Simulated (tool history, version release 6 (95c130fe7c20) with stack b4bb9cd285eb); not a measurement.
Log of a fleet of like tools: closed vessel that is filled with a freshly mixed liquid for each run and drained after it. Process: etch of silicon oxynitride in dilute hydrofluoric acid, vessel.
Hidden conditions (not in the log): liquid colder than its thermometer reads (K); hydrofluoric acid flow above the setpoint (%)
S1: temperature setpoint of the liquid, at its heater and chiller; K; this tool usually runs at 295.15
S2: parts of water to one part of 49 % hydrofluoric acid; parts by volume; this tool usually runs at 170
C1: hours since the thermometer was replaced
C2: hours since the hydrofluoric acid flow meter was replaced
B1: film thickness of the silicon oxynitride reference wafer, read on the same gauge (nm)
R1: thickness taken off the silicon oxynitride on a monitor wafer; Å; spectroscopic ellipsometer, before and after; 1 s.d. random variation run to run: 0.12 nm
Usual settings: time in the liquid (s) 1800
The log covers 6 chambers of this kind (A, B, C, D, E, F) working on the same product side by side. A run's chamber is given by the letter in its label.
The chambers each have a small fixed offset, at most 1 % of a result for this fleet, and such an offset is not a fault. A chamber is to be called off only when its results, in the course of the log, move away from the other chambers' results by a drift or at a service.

{"run": "1A", "hour": 2.5, "S1": 295.15, "S2": 170, "time in the liquid (s)": 1800, "C1": 2073.4, "C2": 589, "B1": 29.993, "R1": 269.44}
{"run": "2B", "hour": 6.5, "S1": 295.15, "S2": 170, "time in the liquid (s)": 1800, "C1": 703.7, "C2": 101.8, "B1": 30.02, "R1": 271.64}
{"run": "3F", "hour": 8.6, "S1": 295.15, "S2": 170, "time in the liquid (s)": 1800, "C1": 888.9, "C2": 202.1, "B1": 29.984, "R1": 269.74}
{"run": "4C", "hour": 11.8, "S1": 295.15, "S2": 170, "time in the liquid (s)": 1800, "C1": 146.6, "C2": 896.3, "B1": 29.964, "R1": 268.88}
{"run": "5E", "hour": 15.5, "S1": 295.15, "S2": 170, "time in the liquid (s)": 1800, "C1": 1040.7, "C2": 1969.9, "B1": 29.978, "R1": 266.89}
{"run": "6D", "hour": 18.4, "S1": 295.15, "S2": 170, "time in the liquid (s)": 1800, "C1": 1176, "C2": 606.9, "B1": 29.95, "R1": 270.52}
{"run": "7F", "hour": 22.0, "S1": 295.15, "S2": 170, "time in the liquid (s)": 1800, "C1": 902.3, "C2": 215.5, "B1": 29.998, "R1": 268.97}
{"run": "8A", "hour": 25.6, "S1": 295.15, "S2": 170, "time in the liquid (s)": 1800, "C1": 2096.5, "C2": 612.1, "B1": 29.984, "R1": 267.12}
{"run": "9D", "hour": 27.7, "S1": 295.15, "S2": 170, "time in the liquid (s)": 1800, "C1": 1185.3, "C2": 616.2, "B1": 29.968, "R1": 269.39}
{"hour": 28.4, "done": "chamber E: hydrofluoric acid flow meter replaced"}
{"run": "10B", "hour": 30.0, "S1": 295.15, "S2": 170, "time in the liquid (s)": 1800, "C1": 727.2, "C2": 125.3, "B1": 30.023, "R1": 269.25}
{"run": "11E", "hour": 32.6, "S1": 295.15, "S2": 170, "time in the liquid (s)": 1800, "C1": 1057.8, "C2": 4.3, "B1": 30.025, "R1": 266.23}
{"run": "12C", "hour": 35.1, "S1": 295.15, "S2": 170, "time in the liquid (s)": 1800, "C1": 169.9, "C2": 919.6, "B1": 30.023, "R1": 268.03}
{"hour": 37.5, "done": "chamber F: thermometer replaced"}
{"run": "13F", "hour": 38.3, "S1": 291.65, "S2": 250, "time in the liquid (s)": 1800, "C1": 0.9, "C2": 231.8, "B1": 30.025, "R1": 149.21}
{"run": "14C", "hour": 41.0, "S1": 291.65, "S2": 250, "time in the liquid (s)": 1800, "C1": 175.8, "C2": 925.5, "B1": 29.978, "R1": 147.39}
{"run": "15A", "hour": 44.0, "S1": 291.65, "S2": 250, "time in the liquid (s)": 1800, "C1": 2114.9, "C2": 630.5, "B1": 29.985, "R1": 147.52}
{"run": "16B", "hour": 46.6, "S1": 291.65, "S2": 250, "time in the liquid (s)": 1800, "C1": 743.8, "C2": 141.9, "B1": 29.99, "R1": 147.48}
{"run": "17E", "hour": 49.5, "S1": 291.65, "S2": 250, "time in the liquid (s)": 1800, "C1": 1074.7, "C2": 21.2, "B1": 30.014, "R1": 146.78}
{"run": "18D", "hour": 52.6, "S1": 291.65, "S2": 250, "time in the liquid (s)": 1800, "C1": 1210.2, "C2": 641.1, "B1": 30.065, "R1": 146.27}
{"run": "19F", "hour": 56.5, "S1": 295.15, "S2": 170, "time in the liquid (s)": 1800, "C1": 19.1, "C2": 250, "B1": 30.001, "R1": 272.67}
{"run": "20D", "hour": 59.7, "S1": 295.15, "S2": 170, "time in the liquid (s)": 1800, "C1": 1217.3, "C2": 648.2, "B1": 30.046, "R1": 271.57}
{"run": "21E", "hour": 62.8, "S1": 295.15, "S2": 170, "time in the liquid (s)": 1800, "C1": 1088, "C2": 34.5, "B1": 30.044, "R1": 267.62}
{"run": "22C", "hour": 65.6, "S1": 295.15, "S2": 170, "time in the liquid (s)": 1800, "C1": 200.4, "C2": 950.1, "B1": 29.991, "R1": 267.48}
{"run": "23B", "hour": 67.6, "S1": 295.15, "S2": 170, "time in the liquid (s)": 1800, "C1": 764.8, "C2": 162.9, "B1": 29.983, "R1": 266.71}
{"run": "24A", "hour": 70.7, "S1": 295.15, "S2": 170, "time in the liquid (s)": 1800, "C1": 2141.6, "C2": 657.2, "B1": 30.02, "R1": 268.73}
{"run": "25D", "hour": 73.9, "S1": 295.15, "S2": 170, "time in the liquid (s)": 1800, "C1": 1231.5, "C2": 662.4, "B1": 29.979, "R1": 271.78}
{"run": "26A", "hour": 76.2, "S1": 295.15, "S2": 170, "time in the liquid (s)": 1800, "C1": 2147.1, "C2": 662.7, "B1": 29.999, "R1": 270.28}
{"run": "27E", "hour": 80.4, "S1": 295.15, "S2": 170, "time in the liquid (s)": 1800, "C1": 1105.6, "C2": 52.1, "B1": 29.986, "R1": 267.18}
{"run": "28B", "hour": 82.5, "S1": 295.15, "S2": 170, "time in the liquid (s)": 1800, "C1": 779.7, "C2": 177.8, "B1": 30.046, "R1": 266.52}
{"run": "29C", "hour": 84.5, "S1": 295.15, "S2": 170, "time in the liquid (s)": 1800, "C1": 219.3, "C2": 969, "B1": 30.046, "R1": 269.01}
{"run": "30F", "hour": 86.6, "S1": 295.15, "S2": 170, "time in the liquid (s)": 1800, "C1": 49.2, "C2": 280.1, "B1": 30.028, "R1": 269.62}
{"run": "31E", "hour": 90.7, "S1": 295.15, "S2": 170, "time in the liquid (s)": 1800, "C1": 1115.9, "C2": 62.4, "B1": 30.013, "R1": 267.88}
{"run": "32B", "hour": 94.0, "S1": 295.15, "S2": 170, "time in the liquid (s)": 1800, "C1": 791.2, "C2": 189.3, "B1": 29.992, "R1": 264.84}
{"run": "33A", "hour": 96.2, "S1": 295.15, "S2": 170, "time in the liquid (s)": 1800, "C1": 2167.1, "C2": 682.7, "B1": 29.988, "R1": 269.89}
{"run": "34F", "hour": 98.6, "S1": 295.15, "S2": 170, "time in the liquid (s)": 1800, "C1": 61.2, "C2": 292.1, "B1": 30, "R1": 269.7}
{"run": "35D", "hour": 102.3, "S1": 295.15, "S2": 170, "time in the liquid (s)": 1800, "C1": 1259.9, "C2": 690.8, "B1": 30.028, "R1": 271.69}
{"run": "36C", "hour": 106.1, "S1": 295.15, "S2": 170, "time in the liquid (s)": 1800, "C1": 240.9, "C2": 990.6, "B1": 30.028, "R1": 267.33}
{"run": "37B", "hour": 108.8, "S1": 295.15, "S2": 170, "time in the liquid (s)": 1800, "C1": 806, "C2": 204.1, "B1": 30.026, "R1": 262.84}
{"run": "38F", "hour": 110.8, "S1": 295.15, "S2": 170, "time in the liquid (s)": 1800, "C1": 73.4, "C2": 304.3, "B1": 30.045, "R1": 269.78}
{"run": "39D", "hour": 112.9, "S1": 295.15, "S2": 170, "time in the liquid (s)": 1800, "C1": 1270.5, "C2": 701.4, "B1": 29.999, "R1": 269.08}
{"run": "40E", "hour": 115.8, "S1": 295.15, "S2": 170, "time in the liquid (s)": 1800, "C1": 1141, "C2": 87.5, "B1": 29.987, "R1": 267.14}
{"run": "41C", "hour": 119.9, "S1": 295.15, "S2": 170, "time in the liquid (s)": 1800, "C1": 254.7, "C2": 1004.4, "B1": 29.996, "R1": 267.58}

Is one chamber out of step, is the gauge drifting, or do the chambers differ by no more than their own small offsets? For an off chamber, give its letter and the likeliest cause.

One chamber, B, drifts off from the rest bit by bit.
Most likely cause: liquid colder than its thermometer reads (K) = 0.833.
Not necessarily distinguishable in this log from: hydrofluoric acid flow below the setpoint (%).

Below are 4 candidate recipes for chamber B's next run, each the usual settings with a change, their results shown as question marks. Which of them brings B's results back in line with what the other chambers give on the usual settings?
In line here means within this much of the mean the other chambers give on the usual settings: R1 4.1 Å
{"run": "42B-1", "hour": 123.0, "S1": 295.15, "S2": 165, "time in the liquid (s)": 1800, "R1": "?"}
{"run": "42B-2", "hour": 123.0, "S1": 295.15, "S2": 175, "time in the liquid (s)": 1800, "R1": "?"}
{"run": "42B-3", "hour": 123.0, "S1": 295.15, "S2": 160, "time in the liquid (s)": 1800, "R1": "?"}
{"run": "42B-4", "hour": 123.0, "S1": 295.15, "S2": 175, "time in the liquid (s)": 1735, "R1": "?"}

On the usual settings, the other chambers give on average: R1 269.01 Å
run=42B-1 R1=269.18
run=42B-2 R1=251.79
run=42B-3 R1=278.73
run=42B-4 R1=242.69
42B-1 puts the chamber back in line with the other chambers.
